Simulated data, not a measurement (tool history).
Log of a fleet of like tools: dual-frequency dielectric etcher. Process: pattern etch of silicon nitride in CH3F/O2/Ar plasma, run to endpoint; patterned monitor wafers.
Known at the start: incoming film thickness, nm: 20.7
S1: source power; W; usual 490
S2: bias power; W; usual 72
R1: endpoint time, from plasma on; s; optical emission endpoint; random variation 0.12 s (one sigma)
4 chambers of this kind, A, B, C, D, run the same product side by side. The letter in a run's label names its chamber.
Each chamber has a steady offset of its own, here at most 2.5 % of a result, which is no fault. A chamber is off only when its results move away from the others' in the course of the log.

{"run": "1B", "day": 0.142, "S1": 490, "S2": 72, "R1": 27.888}
{"run": "2A", "day": 0.429, "S1": 490, "S2": 72, "R1": 27.592}
{"run": "3C", "day": 0.567, "S1": 490, "S2": 72, "R1": 27.399}
{"run": "4D", "day": 0.738, "S1": 490, "S2": 72, "R1": 28.411}
{"run": "5D", "day": 1.012, "S1": 490, "S2": 72, "R1": 28.354}
{"run": "6C", "day": 1.225, "S1": 490, "S2": 72, "R1": 27.61}
{"run": "7B", "day": 1.433, "S1": 490, "S2": 72, "R1": 28.11}
{"run": "8A", "day": 1.642, "S1": 570, "S2": 63, "R1": 27.09}
{"run": "9A", "day": 1.8, "S1": 570, "S2": 63, "R1": 27.206}
{"run": "10D", "day": 1.979, "S1": 570, "S2": 63, "R1": 27.912}
{"run": "11B", "day": 2.167, "S1": 570, "S2": 63, "R1": 27.301}
{"run": "12C", "day": 2.379, "S1": 490, "S2": 72, "R1": 27.572}
{"run": "13B", "day": 2.662, "S1": 490, "S2": 72, "R1": 28.032}
{"run": "14A", "day": 2.846, "S1": 580, "S2": 63, "R1": 27.195}
{"run": "15C", "day": 2.988, "S1": 580, "S2": 63, "R1": 26.88}
{"run": "16D", "day": 3.271, "S1": 580, "S2": 63, "R1": 27.642}
{"day": 3.304, "done": "chamber A: wet clean of the chamber"}
{"run": "17B", "day": 3.512, "S1": 580, "S2": 63, "R1": 27.345}
{"run": "18D", "day": 3.742, "S1": 490, "S2": 72, "R1": 28.365}
{"run": "19A", "day": 4.025, "S1": 490, "S2": 72, "R1": 27.574}
{"run": "20C", "day": 4.254, "S1": 490, "S2": 72, "R1": 27.346}
{"run": "21B", "day": 4.4, "S1": 490, "S2": 72, "R1": 27.754}
{"run": "22C", "day": 4.542, "S1": 490, "S2": 72, "R1": 27.325}
{"run": "23A", "day": 4.712, "S1": 490, "S2": 72, "R1": 27.571}
{"run": "24D", "day": 4.933, "S1": 490, "S2": 72, "R1": 28.182}
{"run": "25D", "day": 5.158, "S1": 490, "S2": 72, "R1": 28.469}
{"run": "26A", "day": 5.404, "S1": 490, "S2": 72, "R1": 27.675}
{"run": "27C", "day": 5.679, "S1": 490, "S2": 65, "R1": 28.111}
{"run": "28B", "day": 5.925, "S1": 490, "S2": 65, "R1": 28.798}
{"run": "29B", "day": 6.158, "S1": 490, "S2": 65, "R1": 28.768}
{"run": "30A", "day": 6.371, "S1": 490, "S2": 65, "R1": 28.556}
{"run": "31D", "day": 6.608, "S1": 560, "S2": 66, "R1": 27.753}
{"run": "32C", "day": 6.792, "S1": 560, "S2": 66, "R1": 26.531}
{"run": "33C", "day": 6.992, "S1": 560, "S2": 66, "R1": 26.367}
{"run": "34A", "day": 7.204, "S1": 560, "S2": 66, "R1": 26.971}
{"day": 7.388, "done": "chamber D: wet clean of the chamber"}
{"run": "35D", "day": 7.483, "S1": 490, "S2": 72, "R1": 28.256}
{"run": "36B", "day": 7.712, "S1": 490, "S2": 72, "R1": 27.812}
{"run": "37D", "day": 7.95, "S1": 420, "S2": 81, "R1": 28.872}
{"run": "38B", "day": 8.225, "S1": 420, "S2": 81, "R1": 28.08}
{"run": "39C", "day": 8.462, "S1": 420, "S2": 81, "R1": 26.99}
{"run": "40A", "day": 8.608, "S1": 420, "S2": 81, "R1": 27.932}
{"run": "41C", "day": 8.842, "S1": 490, "S2": 72, "R1": 26.534}

Next, every chamber runs the same settings. What will each give?
{"run": "42A", "day": 9.062, "S1": 490, "S2": 72, "R1": "?"}
{"run": "42B", "day": 9.062, "S1": 490, "S2": 72, "R1": "?"}
{"run": "42C", "day": 9.062, "S1": 490, "S2": 72, "R1": "?"}
{"run": "42D", "day": 9.062, "S1": 490, "S2": 72, "R1": "?"}

run=42A R1=27.745
run=42B R1=27.712
run=42C R1=26.596
run=42D R1=28.575

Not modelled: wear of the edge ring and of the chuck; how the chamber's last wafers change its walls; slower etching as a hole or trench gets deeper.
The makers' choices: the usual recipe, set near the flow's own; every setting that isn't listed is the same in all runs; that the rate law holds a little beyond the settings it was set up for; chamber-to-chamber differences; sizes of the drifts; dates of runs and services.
